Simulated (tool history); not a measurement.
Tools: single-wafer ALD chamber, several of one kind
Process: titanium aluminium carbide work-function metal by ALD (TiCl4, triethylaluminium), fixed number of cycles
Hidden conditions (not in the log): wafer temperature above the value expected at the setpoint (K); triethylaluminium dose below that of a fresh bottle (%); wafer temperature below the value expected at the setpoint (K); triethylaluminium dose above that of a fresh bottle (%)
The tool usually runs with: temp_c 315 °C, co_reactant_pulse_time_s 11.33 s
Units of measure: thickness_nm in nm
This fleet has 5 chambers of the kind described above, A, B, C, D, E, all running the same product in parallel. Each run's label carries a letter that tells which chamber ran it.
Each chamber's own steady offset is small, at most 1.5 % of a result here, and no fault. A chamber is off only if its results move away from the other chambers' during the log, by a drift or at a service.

run   hour  temp_c  co_reactant_pulse_time_s  hours since the last thermocouple change  hours since the last triethylaluminium bottle change  read-back reference wafer on the same gauge, thickness_nm  thickness_nm
 1A    3.1     315                     11.33                                     738.1                                                1318.7                                                     1.9698        2.1603
       4.4  -- chamber B: thermocouple changed; heater temperature recalibrated
 2E    6.6     315                     11.33                                     241.9                                                 798.9                                                     1.9694        2.1529
 3C    8.8     315                     11.33                                      1640                                                 709.1                                                     1.9694        2.1372
 4B   12.9     315                     11.33                                       8.6                                                  15.3                                                     1.9684        2.1622
 5D   15.4     315                     11.33                                     222.2                                                 117.7                                                     1.9677        2.1361
 6C   18.4     315                     11.33                                    1649.6                                                 718.7                                                     1.9682        2.1399
 7B   22.6     315                     11.33                                      18.3                                                    25                                                     1.9677        2.1588
 8D   24.9     315                     11.33                                     231.7                                                 127.2                                                     1.9678        2.1317
 9E   27.1     315                     11.33                                     262.4                                                 819.4                                                     1.9676         2.153
10A   29.9     315                     11.33                                     764.9                                                1345.5                                                     1.9676        2.1543
11B   33.8     315                     11.33                                      29.5                                                  36.2                                                     1.9673        2.1586
12C   37.3     315                     11.33                                    1668.5                                                 737.6                                                     1.9657        2.1434
13D   39.8     315                     11.33                                     246.6                                                 142.1                                                     1.9662        2.1329
14E   42.8     315                     11.33                                     278.1                                                 835.1                                                     1.9653        2.1471
15A   45.7     315                     11.33                                     780.7                                                1361.3                                                     1.9648        2.1536
16D   49.7     315                     13.98                                     256.5                                                   152                                                     1.9649        2.1495
17C   52.6     315                     13.98                                    1683.8                                                 752.9                                                     1.9638         2.165
18A   56.2     315                     13.98                                     791.2                                                1371.8                                                     1.9639        2.1806
19E   58.9     315                     13.98                                     294.2                                                 851.2                                                     1.9644        2.1746
20B   62.7     315                     13.98                                      58.4                                                  65.1                                                      1.964        2.1866
21A   65.5     315                     11.33                                     800.5                                                1381.1                                                     1.9641        2.1546
22D   69.1     315                     11.33                                     275.9                                                 171.4                                                     1.9621        2.1264
23C   73.5     315                     11.33                                    1704.7                                                 773.8                                                     1.9629        2.1347
24B   76.5     315                     11.33                                      72.2                                                  78.9                                                     1.9616        2.1577
25E   79.6     315                     11.33                                     314.9                                                 871.9                                                      1.963        2.1442
26E     82     315                     11.33                                     317.3                                                 874.3                                                     1.9615        2.1429
27B   84.3     315                     11.33                                        80                                                  86.7                                                     1.9614        2.1536
28C   88.3     315                     11.33                                    1719.5                                                 788.6                                                     1.9612        2.1328
29A   91.2     315                     11.33                                     826.2                                                1406.8                                                     1.9605        2.1518
30D   95.8     315                     11.33                                     302.6                                                 198.1                                                     1.9603        2.1256
31D   98.2     315                     11.33                                       305                                                 200.5                                                     1.9598        2.1211
32A  102.6     315                     11.33                                     837.6                                                1418.2                                                     1.9595        2.1491
33C  104.8     315                      7.34                                      1736                                                 805.1                                                     1.9603         2.004
34B  108.8     315                      7.34                                     104.5                                                 111.2                                                     1.9602        2.0224
35E  113.3     315                      7.34                                     348.6                                                 905.6                                                     1.9591        2.0207
36E  117.9     315                      7.34                                     353.2                                                 910.2                                                     1.9587        2.0214
37C  120.7     315                      7.34                                    1751.9                                                   821                                                      1.959        2.0087
38B  125.2     315                     11.33                                     120.9                                                 127.6                                                     1.9575         2.152
39A  129.3     315                     11.33                                     864.3                                                1444.9                                                      1.957        2.1537

One chamber off, gauge drift, or nothing amiss beyond the chambers' own small offsets? If it is a chamber, which one, and what is the likeliest cause?

It is the gauge, not a chamber: its drift shows up in every chamber's results at once, and no chamber is off.
Likeliest cause: gauge reads low (%) = 0.671.
